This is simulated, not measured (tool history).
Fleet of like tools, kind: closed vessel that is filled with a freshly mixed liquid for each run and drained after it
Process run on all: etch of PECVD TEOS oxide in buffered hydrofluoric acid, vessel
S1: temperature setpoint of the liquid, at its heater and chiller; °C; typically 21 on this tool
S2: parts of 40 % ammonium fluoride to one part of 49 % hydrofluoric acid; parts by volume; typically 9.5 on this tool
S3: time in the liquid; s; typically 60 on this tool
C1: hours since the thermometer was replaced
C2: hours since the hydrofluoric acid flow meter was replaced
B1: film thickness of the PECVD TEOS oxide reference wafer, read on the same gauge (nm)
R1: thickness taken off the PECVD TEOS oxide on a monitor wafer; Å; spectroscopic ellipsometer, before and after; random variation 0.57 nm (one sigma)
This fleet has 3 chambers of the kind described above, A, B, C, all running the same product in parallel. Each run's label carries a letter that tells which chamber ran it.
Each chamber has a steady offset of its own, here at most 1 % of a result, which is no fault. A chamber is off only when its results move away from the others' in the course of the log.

| run | hour | S1 | S2 | S3 | C1 | C2 | B1 | R1 |
|---|---|---|---|---|---|---|---|---|
| 1A | 6.1 | 21 | 9.5 | 60 | 97.7 | 434.3 | 60.004 | 648.71 |
| 2C | 16.3 | 21 | 9.5 | 60 | 1758 | 1557.9 | 60.005 | 650.72 |
| 3B | 22.5 | 21 | 9.5 | 60 | 32.7 | 842.2 | 60.014 | 648.88 |
| 4B | 32.3 | 21 | 9.5 | 60 | 42.5 | 852 | 59.994 | 643.64 |
| 5A | 39.9 | 21 | 9.5 | 60 | 131.5 | 468.1 | 59.995 | 645.22 |
| 6C | 45.4 | 21 | 9.5 | 60 | 1787.1 | 1587 | 60.009 | 669.14 |
| 7A | 54.1 | 21 | 9.5 | 60 | 145.7 | 482.3 | 60.003 | 645.21 |
| 8C | 62.6 | 21 | 9.5 | 60 | 1804.3 | 1604.2 | 60.004 | 655.13 |
| 9B | 72.5 | 21 | 9.5 | 60 | 82.7 | 892.2 | 59.999 | 659.63 |
| 10C | 77.8 | 21 | 9.5 | 60 | 1819.5 | 1619.4 | 59.99 | 663.71 |
| 11A | 87.2 | 21 | 9.5 | 60 | 178.8 | 515.4 | 60.007 | 654.28 |
| 12B | 92.6 | 21 | 9.5 | 60 | 102.8 | 912.3 | 59.998 | 656.45 |
| 13A | 100.8 | 21 | 9.5 | 60 | 192.4 | 529 | 59.999 | 643.66 |
| 14C | 109.5 | 21 | 9.5 | 60 | 1851.2 | 1651.1 | 59.993 | 670.68 |
| 15B | 120.3 | 21 | 9.5 | 60 | 130.5 | 940 | 59.999 | 661.56 |
| 16C | 127.9 | 21 | 9.5 | 60 | 1869.6 | 1669.5 | 59.991 | 660.83 |
| 17A | 134.2 | 21 | 9.5 | 60 | 225.8 | 562.4 | 60.013 | 654.63 |
| 18B | 141.1 | 21 | 9.5 | 60 | 151.3 | 960.8 | 60.001 | 652.41 |
| 19C | 146.3 | 21 | 9.5 | 60 | 1888 | 1687.9 | 60 | 662.53 |
| 20B | 155.9 | 23 | 9.5 | 60 | 166.1 | 975.6 | 60.012 | 734.3 |
| 21A | 162.2 | 23 | 9.5 | 60 | 253.8 | 590.4 | 60.002 | 734.78 |
| 22C | 172.4 | 23 | 9.5 | 60 | 1914.1 | 1714 | 60.02 | 741.8 |
| 23B | 178.4 | 21 | 9.5 | 60 | 188.6 | 998.1 | 60.001 | 650.87 |
| 24A | 184.4 | 21 | 9.5 | 60 | 276 | 612.6 | 60 | 653.47 |
| 25B | 192.7 | 21 | 9.5 | 60 | 202.9 | 1012.4 | 59.998 | 659.28 |
| 26C | 200.7 | 21 | 12.5 | 30 | 1942.4 | 1742.3 | 60.015 | 258.05 |
| 27A | 207.2 | 21 | 12.5 | 30 | 298.8 | 635.4 | 60.012 | 260.71 |
| 28C | 214.4 | 21 | 12.5 | 30 | 1956.1 | 1756 | 60 | 257.05 |
| 29B | 221.7 | 21 | 9.5 | 60 | 231.9 | 1041.4 | 60 | 654.81 |
| 30A | 230.4 | 21 | 9.5 | 60 | 322 | 658.6 | 60.014 | 677.1 |
| 31C | 241.7 | 21 | 9.5 | 60 | 1983.4 | 1783.3 | 59.998 | 666.81 |
| 32B | 248 | 21 | 9.5 | 60 | 258.2 | 1067.7 | 60.009 | 664.74 |
| 33A | 253.7 | 21 | 9.5 | 60 | 345.3 | 681.9 | 60.009 | 673.7 |
| 34A | 263.5 | 21 | 9.5 | 60 | 355.1 | 691.7 | 59.998 | 683.08 |
| 35B | 272.1 | 21 | 9.5 | 60 | 282.3 | 1091.8 | 60.003 | 660.15 |
| 36C | 283 | 24.5 | 9.5 | 90 | 2024.7 | 1824.6 | 60.01 | 1209.5 |
| 37B | 293.5 | 24.5 | 9.5 | 90 | 303.7 | 1113.2 | 59.993 | 1203.5 |
| 38A | 304.4 | 24.5 | 9.5 | 90 | 396 | 732.6 | 59.989 | 1274.7 |
| 39C | 310.8 | 21 | 9.5 | 85 | 2052.5 | 1852.4 | 59.995 | 928 |
| 40B | 318.7 | 21 | 9.5 | 85 | 328.9 | 1138.4 | 60.002 | 924.62 |
| 41A | 324.1 | 21 | 9.5 | 85 | 415.7 | 752.3 | 59.982 | 988.97 |
| 42C | 332.8 | 21 | 9.5 | 60 | 2074.5 | 1874.4 | 60.014 | 657.01 |
| 43A | 343.5 | 21 | 9.5 | 60 | 435.1 | 771.7 | 60.001 | 706.04 |
| 44B | 348.8 | 21 | 9.5 | 60 | 359 | 1168.5 | 60.002 | 655.53 |

All 3 chambers run these settings next. Forecast each chamber's results:
| 45A | 357 | 21 | 9.5 | 60 |  |  |  | ? |
| 45B | 357 | 21 | 9.5 | 60 |  |  |  | ? |
| 45C | 357 | 21 | 9.5 | 60 |  |  |  | ? |

| run | R1 |
|---|---|
| 45A | 715.43 |
| 45B | 671.78 |
| 45C | 665.56 |
